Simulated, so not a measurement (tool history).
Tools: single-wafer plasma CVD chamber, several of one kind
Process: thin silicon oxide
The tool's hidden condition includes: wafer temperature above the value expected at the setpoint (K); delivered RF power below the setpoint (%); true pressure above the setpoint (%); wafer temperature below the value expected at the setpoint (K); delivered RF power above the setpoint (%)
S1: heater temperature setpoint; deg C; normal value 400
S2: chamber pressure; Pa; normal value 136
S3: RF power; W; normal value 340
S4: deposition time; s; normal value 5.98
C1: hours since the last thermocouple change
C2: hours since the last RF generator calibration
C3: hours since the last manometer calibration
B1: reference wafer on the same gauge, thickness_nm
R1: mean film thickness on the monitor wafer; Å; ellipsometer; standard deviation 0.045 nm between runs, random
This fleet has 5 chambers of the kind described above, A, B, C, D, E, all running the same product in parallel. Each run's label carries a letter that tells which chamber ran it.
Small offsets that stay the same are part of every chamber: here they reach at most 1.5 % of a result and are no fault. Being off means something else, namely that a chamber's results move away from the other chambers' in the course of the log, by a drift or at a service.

run 1C hour=4.1 | S1=400 S2=136 S3=340 S4=5.98 | C1=1536.9 C2=367.4 C3=543 | B1=13.511 | R1=142.59
run 2A hour=8 | S1=400 S2=136 S3=340 S4=5.98 | C1=709.8 C2=1835.1 C3=1019.3 | B1=13.508 | R1=143.42
run 3E hour=14.8 | S1=400 S2=136 S3=340 S4=5.98 | C1=1897.2 C2=1457.2 C3=399.3 | B1=13.501 | R1=140.89
run 4D hour=21.4 | S1=400 S2=136 S3=340 S4=5.98 | C1=770.6 C2=866.2 C3=1146.4 | B1=13.496 | R1=142.21
run 5B hour=24.7 | S1=400 S2=136 S3=340 S4=5.98 | C1=1463.4 C2=137.1 C3=841 | B1=13.49 | R1=142.47
run 6E hour=28.2 | S1=400 S2=136 S3=340 S4=5.98 | C1=1910.6 C2=1470.6 C3=412.7 | B1=13.498 | R1=140.91
run 7D hour=34.7 | S1=400 S2=136 S3=340 S4=5.98 | C1=783.9 C2=879.5 C3=1159.7 | B1=13.496 | R1=141.71
run 8A hour=39.8 | S1=400 S2=136 S3=340 S4=5.2 | C1=741.6 C2=1866.9 C3=1051.1 | B1=13.5 | R1=124.77
run 9C hour=44.1 | S1=400 S2=136 S3=340 S4=5.2 | C1=1576.9 C2=407.4 C3=583 | B1=13.491 | R1=123.93
run 10B hour=48.1 | S1=400 S2=136 S3=340 S4=5.2 | C1=1486.8 C2=160.5 C3=864.4 | B1=13.498 | R1=123.25
-- hour=50.2 chamber A: RF generator calibrated
run 11E hour=54.5 | S1=400 S2=136 S3=340 S4=5.2 | C1=1936.9 C2=1496.9 C3=439 | B1=13.503 | R1=123.18
run 12D hour=60.4 | S1=400 S2=136 S3=340 S4=5.2 | C1=809.6 C2=905.2 C3=1185.4 | B1=13.501 | R1=123.1
run 13A hour=66.2 | S1=400 S2=136 S3=340 S4=5.98 | C1=768 C2=16 C3=1077.5 | B1=13.515 | R1=143.05
run 14C hour=72.6 | S1=400 S2=136 S3=340 S4=5.98 | C1=1605.4 C2=435.9 C3=611.5 | B1=13.495 | R1=142.61
run 15B hour=78.6 | S1=400 S2=136 S3=340 S4=5.98 | C1=1517.3 C2=191 C3=894.9 | B1=13.511 | R1=141.51
run 16B hour=85.2 | S1=400 S2=136 S3=340 S4=5.98 | C1=1523.9 C2=197.6 C3=901.5 | B1=13.496 | R1=141.43
run 17E hour=91.8 | S1=400 S2=136 S3=340 S4=5.98 | C1=1974.2 C2=1534.2 C3=476.3 | B1=13.501 | R1=140.68
run 18A hour=96.6 | S1=400 S2=136 S3=340 S4=5.98 | C1=798.4 C2=46.4 C3=1107.9 | B1=13.495 | R1=142.44
run 19D hour=101.1 | S1=400 S2=136 S3=340 S4=5.98 | C1=850.3 C2=945.9 C3=1226.1 | B1=13.491 | R1=142.18
run 20C hour=106.8 | S1=400 S2=136 S3=340 S4=5.98 | C1=1639.6 C2=470.1 C3=645.7 | B1=13.505 | R1=142.08
run 21C hour=110.2 | S1=400 S2=136 S3=340 S4=5.98 | C1=1643 C2=473.5 C3=649.1 | B1=13.491 | R1=142.31
-- hour=113 chamber E: RF generator calibrated
run 22B hour=113.7 | S1=400 S2=136 S3=340 S4=5.98 | C1=1552.4 C2=226.1 C3=930 | B1=13.494 | R1=142.45
run 23A hour=118.5 | S1=400 S2=136 S3=340 S4=5.98 | C1=820.3 C2=68.3 C3=1129.8 | B1=13.506 | R1=142.8
run 24D hour=122.6 | S1=400 S2=136 S3=340 S4=5.98 | C1=871.8 C2=967.4 C3=1247.6 | B1=13.491 | R1=142.44
run 25E hour=126.9 | S1=400 S2=136 S3=340 S4=5.98 | C1=2009.3 C2=13.9 C3=511.4 | B1=13.5 | R1=141.34
run 26E hour=130.3 | S1=400 S2=136 S3=400 S4=5.98 | C1=2012.7 C2=17.3 C3=514.8 | B1=13.51 | R1=149.15
run 27A hour=137.3 | S1=400 S2=136 S3=400 S4=5.98 | C1=839.1 C2=87.1 C3=1148.6 | B1=13.494 | R1=152.03
run 28B hour=144.5 | S1=400 S2=136 S3=400 S4=5.98 | C1=1583.2 C2=256.9 C3=960.8 | B1=13.503 | R1=150.9
run 29C hour=147.9 | S1=400 S2=136 S3=400 S4=5.98 | C1=1680.7 C2=511.2 C3=686.8 | B1=13.496 | R1=151.7
run 30D hour=152.6 | S1=400 S2=136 S3=400 S4=5.98 | C1=901.8 C2=997.4 C3=1277.6 | B1=13.502 | R1=150.68
run 31B hour=159.2 | S1=400 S2=136 S3=340 S4=5.98 | C1=1597.9 C2=271.6 C3=975.5 | B1=13.495 | R1=141.71
run 32C hour=163.2 | S1=400 S2=136 S3=340 S4=5.98 | C1=1696 C2=526.5 C3=702.1 | B1=13.51 | R1=141.78
run 33D hour=167.9 | S1=400 S2=136 S3=340 S4=5.98 | C1=917.1 C2=1012.7 C3=1292.9 | B1=13.5 | R1=142.87
run 34A hour=172.4 | S1=400 S2=136 S3=340 S4=5.98 | C1=874.2 C2=122.2 C3=1183.7 | B1=13.505 | R1=143.25
run 35E hour=175.8 | S1=400 S2=136 S3=340 S4=5.98 | C1=2058.2 C2=62.8 C3=560.3 | B1=13.492 | R1=140.76
run 36A hour=179.4 | S1=400 S2=136 S3=340 S4=5.98 | C1=881.2 C2=129.2 C3=1190.7 | B1=13.5 | R1=143.57
run 37D hour=185 | S1=400 S2=136 S3=340 S4=5.98 | C1=934.2 C2=1029.8 C3=1310 | B1=13.515 | R1=140.96

Which is it: a chamber that has drifted or been left off by a service, a gauge drift common to all chambers, or only each chamber's usual small offset? If a chamber is off, name it and its likeliest cause.

Beyond each chamber's small constant offset nothing stands out, and the gauge stays steady.
